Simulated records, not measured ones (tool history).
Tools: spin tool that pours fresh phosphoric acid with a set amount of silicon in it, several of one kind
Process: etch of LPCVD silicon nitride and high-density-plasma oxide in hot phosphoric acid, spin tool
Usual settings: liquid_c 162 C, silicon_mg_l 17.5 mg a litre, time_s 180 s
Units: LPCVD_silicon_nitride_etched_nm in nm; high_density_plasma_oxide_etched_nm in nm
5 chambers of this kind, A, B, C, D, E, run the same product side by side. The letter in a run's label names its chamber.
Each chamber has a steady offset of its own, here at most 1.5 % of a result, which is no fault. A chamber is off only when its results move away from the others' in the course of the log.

| run | hour | liquid_c | silicon_mg_l | time_s | read-back film thickness of the LPCVD silicon nitride reference wafer, read on the same gauge (nm) | read-back film thickness of the high-density-plasma oxide reference wafer, read on the same gauge (nm) | LPCVD_silicon_nitride_etched_nm | high_density_plasma_oxide_etched_nm |
|---|---|---|---|---|---|---|---|---|
| 1D | 4.4 | 162 | 17.5 | 180 | 109.97 | 150.02 | 14.307 | 0.43862 |
| 2B | 8.8 | 162 | 17.5 | 180 | 110 | 149.99 | 14.52 | 0.50566 |
|  | 12 | chamber E: thermometer replaced |
| 3E | 12.6 | 162 | 17.5 | 180 | 110.01 | 149.99 | 14.475 | 0.49958 |
| 4A | 18.4 | 162 | 17.5 | 180 | 110 | 150.02 | 14.28 | 0.44257 |
| 5C | 25 | 162 | 17.5 | 180 | 109.99 | 150.04 | 14.347 | 0.40521 |
| 6A | 29.8 | 162 | 17.5 | 180 | 110.02 | 150.02 | 14.25 | 0.44999 |
|  | 33.8 | chamber C: dissolved silicon flow meter replaced |
| 7B | 33.8 | 162 | 17.5 | 180 | 110 | 149.98 | 14.635 | 0.44581 |
| 8D | 40.8 | 162 | 17.5 | 180 | 109.97 | 149.99 | 14.414 | 0.43656 |
| 9C | 45.7 | 162 | 17.5 | 180 | 110.02 | 150 | 14.397 | 0.48943 |
| 10E | 50.6 | 165 | 17.5 | 215 | 110.02 | 149.99 | 19.079 | 0.69656 |
| 11C | 57.6 | 165 | 17.5 | 215 | 110 | 149.96 | 19.039 | 0.64731 |
| 12D | 64 | 165 | 17.5 | 215 | 109.97 | 149.99 | 18.896 | 0.7284 |
| 13A | 70.7 | 165 | 17.5 | 215 | 110 | 150.01 | 18.778 | 0.70723 |
| 14E | 75.5 | 165 | 17.5 | 215 | 110.02 | 149.94 | 19.191 | 0.69369 |
| 15B | 82.3 | 162 | 17.5 | 180 | 110.01 | 150 | 14.057 | 0.43672 |
|  | 83.7 | chamber B: thermometer replaced |
| 16C | 89.6 | 162 | 17.5 | 180 | 109.99 | 150.02 | 14.5 | 0.44723 |
| 17A | 94.2 | 162 | 17.5 | 180 | 109.99 | 149.97 | 14.347 | 0.49598 |
| 18E | 101.1 | 159 | 17.5 | 230 | 110 | 150.01 | 16.862 | 0.52058 |
| 19D | 105.4 | 159 | 17.5 | 230 | 110.03 | 150.02 | 16.792 | 0.49679 |
| 20B | 108.8 | 159 | 17.5 | 230 | 109.97 | 149.95 | 15.76 | 0.40333 |
| 21A | 113.4 | 159 | 17.5 | 230 | 109.99 | 150 | 16.577 | 0.48166 |
| 22E | 118 | 159 | 17.5 | 230 | 109.99 | 149.98 | 16.603 | 0.51148 |
| 23D | 122.7 | 162 | 17.5 | 180 | 110.04 | 149.97 | 14.146 | 0.43279 |
| 24C | 128.7 | 162 | 17.5 | 180 | 109.99 | 150.03 | 14.29 | 0.43825 |
|  | 131 | chamber D: dissolved silicon flow meter replaced |
| 25B | 133.2 | 162 | 17.5 | 180 | 109.96 | 149.97 | 13.346 | 0.45085 |
| 26C | 140.2 | 162 | 11.5 | 180 | 110.01 | 149.99 | 14.256 | 0.52 |
| 27B | 147 | 162 | 11.5 | 180 | 110.01 | 149.97 | 13.209 | 0.47246 |
| 28A | 150.3 | 162 | 11.5 | 180 | 109.98 | 150.05 | 14.364 | 0.51961 |
| 29D | 156.4 | 162 | 11.5 | 180 | 110 | 150.02 | 14.407 | 0.48786 |
| 30E | 163.4 | 162 | 11.5 | 180 | 110.05 | 150 | 14.876 | 0.5371 |

Next, every chamber runs the same settings. What will each give?
| 31A | 168.7 | 162 | 17.5 | 180 |  |  | ? | ? |
| 31B | 168.7 | 162 | 17.5 | 180 |  |  | ? | ? |
| 31C | 168.7 | 162 | 17.5 | 180 |  |  | ? | ? |
| 31D | 168.7 | 162 | 17.5 | 180 |  |  | ? | ? |
| 31E | 168.7 | 162 | 17.5 | 180 |  |  | ? | ? |

| run | LPCVD_silicon_nitride_etched_nm | high_density_plasma_oxide_etched_nm |
|---|---|---|
| 31A | 14.206 | 0.49458 |
| 31B | 12.871 | 0.35543 |
| 31C | 14.273 | 0.51017 |
| 31D | 14.207 | 0.49607 |
| 31E | 14.503 | 0.48659 |

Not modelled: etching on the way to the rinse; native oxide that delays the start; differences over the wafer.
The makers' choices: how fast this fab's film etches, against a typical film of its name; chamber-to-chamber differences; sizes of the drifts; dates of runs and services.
